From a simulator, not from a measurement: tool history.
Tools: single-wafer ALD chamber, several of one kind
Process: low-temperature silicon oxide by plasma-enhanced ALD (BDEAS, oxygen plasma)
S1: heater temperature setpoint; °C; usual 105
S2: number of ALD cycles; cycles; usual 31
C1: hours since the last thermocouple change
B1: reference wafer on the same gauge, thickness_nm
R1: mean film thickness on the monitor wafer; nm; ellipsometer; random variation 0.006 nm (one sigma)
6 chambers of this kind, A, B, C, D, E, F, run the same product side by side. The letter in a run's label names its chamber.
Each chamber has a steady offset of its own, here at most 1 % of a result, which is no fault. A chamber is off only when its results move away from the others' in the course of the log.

{"run": "1F", "hour": 8.4, "S1": 105, "S2": 31, "C1": 185.3, "B1": 3.6796, "R1": 4.3836}
{"run": "2E", "hour": 20.6, "S1": 105, "S2": 31, "C1": 622.1, "B1": 3.6791, "R1": 4.4123}
{"run": "3C", "hour": 31.5, "S1": 105, "S2": 31, "C1": 886.8, "B1": 3.6779, "R1": 4.4023}
{"run": "4D", "hour": 38.9, "S1": 105, "S2": 31, "C1": 1112.9, "B1": 3.6779, "R1": 4.4029}
{"hour": 46.7, "done": "chamber B: thermocouple changed; heater temperature recalibrated"}
{"run": "5B", "hour": 51.9, "S1": 105, "S2": 31, "C1": 5.3, "B1": 3.6785, "R1": 4.372}
{"run": "6A", "hour": 63.2, "S1": 105, "S2": 31, "C1": 116.3, "B1": 3.6768, "R1": 4.4165}
{"run": "7C", "hour": 73.9, "S1": 105, "S2": 31, "C1": 929.2, "B1": 3.6768, "R1": 4.3912}
{"run": "8F", "hour": 86.7, "S1": 105, "S2": 31, "C1": 263.6, "B1": 3.6745, "R1": 4.3852}
{"run": "9E", "hour": 98.9, "S1": 105, "S2": 31, "C1": 700.4, "B1": 3.6752, "R1": 4.3966}
{"run": "10B", "hour": 108.6, "S1": 105, "S2": 31, "C1": 62.0, "B1": 3.6741, "R1": 4.3696}
{"run": "11D", "hour": 116.4, "S1": 105, "S2": 31, "C1": 1190.4, "B1": 3.6745, "R1": 4.3942}
{"run": "12A", "hour": 122.9, "S1": 105, "S2": 31, "C1": 176.0, "B1": 3.6727, "R1": 4.4102}
{"run": "13C", "hour": 130.8, "S1": 105, "S2": 31, "C1": 986.1, "B1": 3.6724, "R1": 4.3943}
{"run": "14D", "hour": 144.0, "S1": 105, "S2": 31, "C1": 1218.0, "B1": 3.6732, "R1": 4.4023}
{"run": "15E", "hour": 156.7, "S1": 105, "S2": 35, "C1": 758.2, "B1": 3.6719, "R1": 4.9761}
{"run": "16B", "hour": 169.4, "S1": 105, "S2": 35, "C1": 122.8, "B1": 3.6716, "R1": 4.9322}
{"run": "17F", "hour": 177.2, "S1": 105, "S2": 35, "C1": 354.1, "B1": 3.6721, "R1": 4.9568}
{"run": "18A", "hour": 187.0, "S1": 105, "S2": 35, "C1": 240.1, "B1": 3.6713, "R1": 4.9746}
{"run": "19B", "hour": 198.9, "S1": 105, "S2": 35, "C1": 152.3, "B1": 3.6708, "R1": 4.9356}
{"run": "20F", "hour": 207.4, "S1": 105, "S2": 35, "C1": 384.3, "B1": 3.67, "R1": 4.9491}
{"run": "21C", "hour": 215.3, "S1": 105, "S2": 31, "C1": 1070.6, "B1": 3.6686, "R1": 4.3884}
{"run": "22E", "hour": 223.9, "S1": 105, "S2": 31, "C1": 825.4, "B1": 3.6693, "R1": 4.3951}
{"run": "23A", "hour": 233.8, "S1": 113, "S2": 31, "C1": 286.9, "B1": 3.6675, "R1": 4.3529}
{"run": "24D", "hour": 247.4, "S1": 113, "S2": 31, "C1": 1321.4, "B1": 3.6695, "R1": 4.3205}
{"run": "25A", "hour": 255.7, "S1": 113, "S2": 31, "C1": 308.8, "B1": 3.6682, "R1": 4.3391}
{"run": "26E", "hour": 267.1, "S1": 113, "S2": 31, "C1": 868.6, "B1": 3.6663, "R1": 4.3343}
{"run": "27D", "hour": 280.9, "S1": 113, "S2": 31, "C1": 1354.9, "B1": 3.6658, "R1": 4.3069}
{"run": "28C", "hour": 294.0, "S1": 113, "S2": 31, "C1": 1149.3, "B1": 3.6653, "R1": 4.3242}
{"run": "29F", "hour": 302.4, "S1": 105, "S2": 31, "C1": 479.3, "B1": 3.6641, "R1": 4.3777}
{"run": "30B", "hour": 308.7, "S1": 105, "S2": 31, "C1": 262.1, "B1": 3.6644, "R1": 4.3536}
{"run": "31C", "hour": 318.8, "S1": 105, "S2": 31, "C1": 1174.1, "B1": 3.6641, "R1": 4.3854}
{"run": "32B", "hour": 329.7, "S1": 112, "S2": 31, "C1": 283.1, "B1": 3.6626, "R1": 4.2936}
{"run": "33E", "hour": 339.3, "S1": 112, "S2": 31, "C1": 940.8, "B1": 3.6636, "R1": 4.3251}
{"run": "34D", "hour": 352.1, "S1": 112, "S2": 31, "C1": 1426.1, "B1": 3.6622, "R1": 4.3132}
{"run": "35F", "hour": 361.5, "S1": 112, "S2": 31, "C1": 538.4, "B1": 3.6605, "R1": 4.318}
{"run": "36A", "hour": 370.9, "S1": 112, "S2": 31, "C1": 424.0, "B1": 3.6613, "R1": 4.3538}
{"run": "37C", "hour": 379.6, "S1": 112, "S2": 31, "C1": 1234.9, "B1": 3.6613, "R1": 4.3333}
{"run": "38F", "hour": 388.3, "S1": 105, "S2": 31, "C1": 565.2, "B1": 3.6601, "R1": 4.3695}
{"run": "39E", "hour": 400.9, "S1": 105, "S2": 31, "C1": 1002.4, "B1": 3.6602, "R1": 4.3914}

Next, every chamber runs the same settings. What will each give?
{"run": "40A", "hour": 411.0, "S1": 105, "S2": 31, "R1": "?"}
{"run": "40B", "hour": 411.0, "S1": 105, "S2": 31, "R1": "?"}
{"run": "40C", "hour": 411.0, "S1": 105, "S2": 31, "R1": "?"}
{"run": "40D", "hour": 411.0, "S1": 105, "S2": 31, "R1": "?"}
{"run": "40E", "hour": 411.0, "S1": 105, "S2": 31, "R1": "?"}
{"run": "40F", "hour": 411.0, "S1": 105, "S2": 31, "R1": "?"}

run=40A R1=4.3976
run=40B R1=4.3450
run=40C R1=4.3777
run=40D R1=4.3731
run=40E R1=4.3900
run=40F R1=4.3712
